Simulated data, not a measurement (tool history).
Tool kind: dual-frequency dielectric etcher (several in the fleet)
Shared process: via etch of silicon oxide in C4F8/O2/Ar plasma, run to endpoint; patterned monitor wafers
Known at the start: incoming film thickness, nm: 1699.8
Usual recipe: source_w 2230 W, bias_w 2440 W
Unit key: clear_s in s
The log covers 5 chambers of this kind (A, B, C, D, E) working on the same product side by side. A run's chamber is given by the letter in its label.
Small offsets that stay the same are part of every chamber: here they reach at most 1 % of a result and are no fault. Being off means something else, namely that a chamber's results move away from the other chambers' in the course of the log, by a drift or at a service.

Run 1D, hour 8.1: usual settings. Result: clear_s 299.42 s.
Run 2B, hour 14.3: usual settings. Result: clear_s 299.66 s.
Run 3C, hour 20.2: usual settings. Result: clear_s 297.44 s.
Run 4E, hour 27.9: usual settings. Result: clear_s 302.03 s.
Run 5A, hour 32.9: usual settings. Result: clear_s 298.2 s.
Run 6D, hour 38.7: usual settings. Result: clear_s 300.15 s.
Run 7B, hour 46.5: usual settings. Result: clear_s 301.56 s.
Run 8A, hour 50.9: usual settings but source_w 2520 W. Result: clear_s 285.58 s.
Run 9C, hour 59: usual settings but source_w 2520 W. Result: clear_s 284.91 s.
Run 10E, hour 64.4: usual settings but source_w 2520 W. Result: clear_s 288.2 s.
Run 11E, hour 73.2: usual settings but source_w 2520 W. Result: clear_s 287.5 s.
Run 12D, hour 79: usual settings but source_w 2520 W. Result: clear_s 283.99 s.
Run 13C, hour 84.6: usual settings but source_w 2600 W. Result: clear_s 282.01 s.
At hour 89.6: chamber E: source power generator calibrated.
Run 14B, hour 92.8: usual settings but source_w 2600 W. Result: clear_s 283.42 s.
At hour 98.6: chamber D: bias power generator calibrated.
Run 15A, hour 99.7: usual settings but source_w 2600 W. Result: clear_s 283.31 s.
Run 16D, hour 106.8: usual settings but source_w 2600 W. Result: clear_s 283.56 s.
Run 17A, hour 111.9: usual settings but source_w 2600 W. Result: clear_s 281.89 s.
At hour 113.4: chamber A: wet clean of the chamber.
At hour 119.3: chamber B: wet clean of the chamber.
Run 18B, hour 121.5: usual settings. Result: clear_s 298.5 s.
At hour 123: chamber C: wet clean of the chamber.
Run 19E, hour 128.3: usual settings. Result: clear_s 302.16 s.
Run 20C, hour 137.9: usual settings. Result: clear_s 298.41 s.
Run 21B, hour 143: usual settings. Result: clear_s 302.73 s.
Run 22A, hour 147.4: usual settings. Result: clear_s 299.2 s.
Run 23C, hour 157.3: usual settings. Result: clear_s 298.4 s.
Run 24E, hour 165.8: usual settings but source_w 2420 W, bias_w 2228 W. Result: clear_s 299.46 s.
Run 25D, hour 174.9: usual settings but source_w 2420 W, bias_w 2228 W. Result: clear_s 298.41 s.
Run 26D, hour 182.5: usual settings but source_w 2420 W, bias_w 2228 W. Result: clear_s 299.69 s.
Run 27C, hour 187.5: usual settings but source_w 2420 W, bias_w 2228 W. Result: clear_s 298.22 s.
Run 28E, hour 196.5: usual settings but source_w 2420 W, bias_w 2228 W. Result: clear_s 298.96 s.
Run 29B, hour 205.8: usual settings. Result: clear_s 300.28 s.
Run 30A, hour 214.9: usual settings. Result: clear_s 301.05 s.
Run 31A, hour 222.5: usual settings. Result: clear_s 302.35 s.
Run 32D, hour 231.3: usual settings. Result: clear_s 299.35 s.
Run 33B, hour 236.2: usual settings but source_w 2620 W. Result: clear_s 282.96 s.
Run 34C, hour 245.5: usual settings but source_w 2620 W. Result: clear_s 279.59 s.
Run 35E, hour 253.9: usual settings but source_w 2620 W. Result: clear_s 284.52 s.
At hour 259.6: chamber D: wet clean of the chamber.
Run 36B, hour 260.7: usual settings but source_w 2620 W. Result: clear_s 283.07 s.
Run 37D, hour 270.2: usual settings but source_w 2620 W. Result: clear_s 279.05 s.
Run 38C, hour 280: usual settings. Result: clear_s 297.82 s.
At hour 282.3: chamber C: bias power generator calibrated.
Run 39A, hour 286.2: usual settings. Result: clear_s 301.92 s.
Run 40E, hour 293.9: usual settings but bias_w 2860 W. Result: clear_s 289.01 s.
Run 41E, hour 303.4: usual settings but bias_w 2860 W. Result: clear_s 286.19 s.
Run 42C, hour 310.7: usual settings but bias_w 2860 W. Result: clear_s 286.96 s.

Has any chamber moved away from the others, gradually or after a service, or does the common gauge drift, or do the chambers differ only by their own small steady offsets? State the chamber and the most likely cause if one applies.

The fleet is healthy, with each chamber sitting at its usual small offset and no drift in the gauge.
